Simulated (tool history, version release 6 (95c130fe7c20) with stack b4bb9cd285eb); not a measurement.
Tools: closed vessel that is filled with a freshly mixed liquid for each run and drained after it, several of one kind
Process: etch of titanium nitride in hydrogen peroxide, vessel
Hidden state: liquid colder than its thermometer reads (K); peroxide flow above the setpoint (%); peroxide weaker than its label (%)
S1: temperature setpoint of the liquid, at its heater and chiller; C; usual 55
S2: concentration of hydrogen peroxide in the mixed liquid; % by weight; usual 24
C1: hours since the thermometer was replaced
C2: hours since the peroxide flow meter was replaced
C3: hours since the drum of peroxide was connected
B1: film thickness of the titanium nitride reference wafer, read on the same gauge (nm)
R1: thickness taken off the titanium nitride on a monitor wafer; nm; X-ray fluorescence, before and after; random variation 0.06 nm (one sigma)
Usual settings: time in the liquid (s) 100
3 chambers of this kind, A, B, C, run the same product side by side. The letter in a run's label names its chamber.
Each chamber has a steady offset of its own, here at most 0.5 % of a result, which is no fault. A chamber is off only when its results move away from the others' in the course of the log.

-- hour=1.2 chamber B: peroxide flow meter replaced
run 1A hour=7.3 | S1=55 S2=24 time_in_the_liquid_(s)=100 | C1=1906.9 C2=297.3 C3=124.2 | B1=140 | R1=6.3009
run 2C hour=13.5 | S1=55 S2=24 time_in_the_liquid_(s)=100 | C1=938.1 C2=518.9 C3=68 | B1=140 | R1=6.2096
run 3B hour=21.3 | S1=55 S2=24 time_in_the_liquid_(s)=100 | C1=1042 C2=20.1 C3=440 | B1=139.99 | R1=6.2814
run 4C hour=26 | S1=55 S2=24 time_in_the_liquid_(s)=100 | C1=950.6 C2=531.4 C3=80.5 | B1=140.02 | R1=6.2157
run 5A hour=29.9 | S1=55 S2=30 time_in_the_liquid_(s)=100 | C1=1929.5 C2=319.9 C3=146.8 | B1=139.95 | R1=6.3975
run 6B hour=37.5 | S1=55 S2=30 time_in_the_liquid_(s)=100 | C1=1058.2 C2=36.3 C3=456.2 | B1=139.99 | R1=6.4833
run 7B hour=45 | S1=55 S2=30 time_in_the_liquid_(s)=100 | C1=1065.7 C2=43.8 C3=463.7 | B1=140 | R1=6.5536
run 8A hour=51.6 | S1=55 S2=24 time_in_the_liquid_(s)=100 | C1=1951.2 C2=341.6 C3=168.5 | B1=139.91 | R1=6.2123
run 9C hour=56.7 | S1=55 S2=24 time_in_the_liquid_(s)=100 | C1=981.3 C2=562.1 C3=111.2 | B1=140 | R1=6.3144
run 10A hour=60.4 | S1=55 S2=24 time_in_the_liquid_(s)=100 | C1=1960 C2=350.4 C3=177.3 | B1=140.01 | R1=6.3229
run 11B hour=64.2 | S1=58 S2=24 time_in_the_liquid_(s)=80 | C1=1084.9 C2=63 C3=482.9 | B1=140.01 | R1=6.0979
run 12C hour=68.7 | S1=58 S2=24 time_in_the_liquid_(s)=80 | C1=993.3 C2=574.1 C3=123.2 | B1=140.03 | R1=6.0766
run 13C hour=74.1 | S1=58 S2=24 time_in_the_liquid_(s)=80 | C1=998.7 C2=579.5 C3=128.6 | B1=140 | R1=6.148
run 14A hour=79.1 | S1=55 S2=24 time_in_the_liquid_(s)=100 | C1=1978.7 C2=369.1 C3=196 | B1=140.02 | R1=6.1988
run 15B hour=85.6 | S1=55 S2=24 time_in_the_liquid_(s)=100 | C1=1106.3 C2=84.4 C3=504.3 | B1=139.93 | R1=6.1444
run 16C hour=90.7 | S1=55 S2=24 time_in_the_liquid_(s)=100 | C1=1015.3 C2=596.1 C3=145.2 | B1=140.01 | R1=6.2908
run 17A hour=94.6 | S1=55 S2=24 time_in_the_liquid_(s)=100 | C1=1994.2 C2=384.6 C3=211.5 | B1=140 | R1=6.2934
-- hour=102.3 chamber B: thermometer replaced
run 18B hour=102.5 | S1=55 S2=24 time_in_the_liquid_(s)=100 | C1=0.3 C2=101.3 C3=521.2 | B1=140 | R1=6.255
run 19C hour=110.3 | S1=55 S2=24 time_in_the_liquid_(s)=100 | C1=1034.9 C2=615.7 C3=164.8 | B1=140 | R1=6.2894
run 20B hour=116.4 | S1=55 S2=24 time_in_the_liquid_(s)=100 | C1=14.2 C2=115.2 C3=535.1 | B1=140.04 | R1=6.2256
run 21A hour=120.2 | S1=55 S2=24 time_in_the_liquid_(s)=100 | C1=2019.8 C2=410.2 C3=237.1 | B1=139.99 | R1=6.3102
run 22A hour=124 | S1=55 S2=24 time_in_the_liquid_(s)=100 | C1=2023.6 C2=414 C3=240.9 | B1=140.04 | R1=6.2505
run 23C hour=129.4 | S1=55 S2=24 time_in_the_liquid_(s)=100 | C1=1054 C2=634.8 C3=183.9 | B1=139.98 | R1=6.1477
run 24B hour=136.5 | S1=55 S2=24 time_in_the_liquid_(s)=100 | C1=34.3 C2=135.3 C3=555.2 | B1=139.97 | R1=6.2166
run 25C hour=142 | S1=55 S2=24 time_in_the_liquid_(s)=100 | C1=1066.6 C2=647.4 C3=196.5 | B1=140.01 | R1=6.2519
run 26B hour=149.8 | S1=55 S2=24 time_in_the_liquid_(s)=100 | C1=47.6 C2=148.6 C3=568.5 | B1=139.96 | R1=6.2455
run 27A hour=156 | S1=55 S2=24 time_in_the_liquid_(s)=100 | C1=2055.6 C2=446 C3=272.9 | B1=140.02 | R1=6.2598
run 28B hour=160.7 | S1=55 S2=24 time_in_the_liquid_(s)=100 | C1=58.5 C2=159.5 C3=579.4 | B1=140.02 | R1=6.1165
run 29A hour=165.8 | S1=55 S2=24 time_in_the_liquid_(s)=100 | C1=2065.4 C2=455.8 C3=282.7 | B1=140 | R1=6.1563
run 30C hour=169.4 | S1=55 S2=24 time_in_the_liquid_(s)=100 | C1=1094 C2=674.8 C3=223.9 | B1=139.99 | R1=6.176

Is one chamber off against the others, does the gauge drift, or is nothing wrong? If a chamber is off, say which, and what the likeliest cause is.

No chamber stands off beyond its own small offset, and the gauge holds steady.
